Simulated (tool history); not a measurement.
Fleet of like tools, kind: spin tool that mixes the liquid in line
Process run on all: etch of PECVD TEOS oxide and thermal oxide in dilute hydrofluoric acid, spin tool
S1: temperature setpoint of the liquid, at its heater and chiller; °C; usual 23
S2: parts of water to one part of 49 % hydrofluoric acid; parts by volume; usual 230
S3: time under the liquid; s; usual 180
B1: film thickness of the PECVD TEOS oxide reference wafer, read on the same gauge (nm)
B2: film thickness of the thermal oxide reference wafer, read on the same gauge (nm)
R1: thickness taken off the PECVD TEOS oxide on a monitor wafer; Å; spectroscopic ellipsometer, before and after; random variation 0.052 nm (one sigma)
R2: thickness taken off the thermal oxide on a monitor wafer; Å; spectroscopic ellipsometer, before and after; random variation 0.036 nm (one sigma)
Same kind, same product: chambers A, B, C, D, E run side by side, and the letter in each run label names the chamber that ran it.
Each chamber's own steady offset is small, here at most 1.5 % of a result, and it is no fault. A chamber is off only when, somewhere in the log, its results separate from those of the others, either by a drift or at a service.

run,hour,S1,S2,S3,B1,B2,R1,R2
1A,4.6,23,230,180,39.98,150.01,62.762,31.664
2C,11.3,23,230,180,40.017,149.97,64.079,31.269
# hour 12.7: chamber E: hydrofluoric acid flow meter replaced
3E,15.4,23,230,180,40.009,150.02,63.423,30.939
4B,21.8,23,230,180,39.987,150,64.107,30.581
5D,25.9,23,230,180,40.02,150,62.522,30.715
6E,29.6,23,230,180,39.965,149.99,64.54,30.962
7C,34.5,23,230,180,40.035,150,64.473,30.965
8B,39.9,23,230,180,40.002,149.98,63.05,30.829
9A,45,23,230,180,39.986,149.97,62.733,30.758
# hour 46: chamber D: thermometer replaced
10D,52,23,230,180,39.983,150.04,64.063,30.85
11E,60.3,25.5,230,180,39.996,150.01,70.062,33.72
12D,65.2,25.5,230,180,40.006,150.03,69.741,34.376
13A,71.5,25.5,230,180,39.994,150.01,68.786,34.537
14B,77.2,25.5,230,180,40.012,150.04,70.249,34.342
15C,85.4,25.5,230,180,39.991,149.99,70.716,34.529
16B,91.1,23,230,180,40.009,150.01,63.993,31.376
17E,98.5,23,230,180,40.022,149.96,64.186,31.67
18A,102.5,23,230,180,39.973,150.01,63.22,31.5
19D,110.5,23,230,180,40.006,149.96,62.127,30.56
20C,118.6,23,230,180,39.994,150.03,64.316,31.603
21A,122.3,23,230,180,39.986,150.03,63.239,31.36
22B,130.7,23,230,180,39.974,149.97,63.703,31.23
23E,137.2,23,230,135,39.991,149.98,48.286,23.078
24D,145.3,23,230,135,40.002,149.99,45.963,22.544
25C,153.6,23,230,135,40.003,149.98,48.02,23.765
26C,157.4,23,230,135,39.995,150,48.029,22.914
27E,164.9,23,230,135,40.02,150.02,47.93,23.754
28D,170.4,23,230,180,40.001,150.02,60.009,29.246
29B,178.7,23,230,180,39.985,150,63.383,31.015
30A,185,23,230,180,39.997,150,63.891,31.135
31B,191.1,23,230,180,40.003,149.97,63.246,31.426
32A,199.2,23,230,180,40.006,150.01,63.102,31.006
33E,204.2,23,230,180,39.965,150.01,64.301,30.793
34C,212.5,23,230,180,39.998,150.01,64.391,31.41
35D,217,23,305,180,40.008,150.02,39.866,19.754
36A,223.8,23,305,180,39.982,149.98,43.913,22.02
37E,229.3,23,305,180,40.016,149.97,44.793,21.752
38D,237.1,23,305,180,40.003,150,39.693,19.645
39B,241,23,305,180,39.988,149.99,44.136,21.915

Next, every chamber runs the same settings. What will each give?
40A,247,23,230,180,,,?,?
40B,247,23,230,180,,,?,?
40C,247,23,230,180,,,?,?
40D,247,23,230,180,,,?,?
40E,247,23,230,180,,,?,?

run,R1,R2
40A,62.164,31.302
40B,63.413,30.972
40C,63.831,30.496
40D,56.53,27.258
40E,64.106,30.94
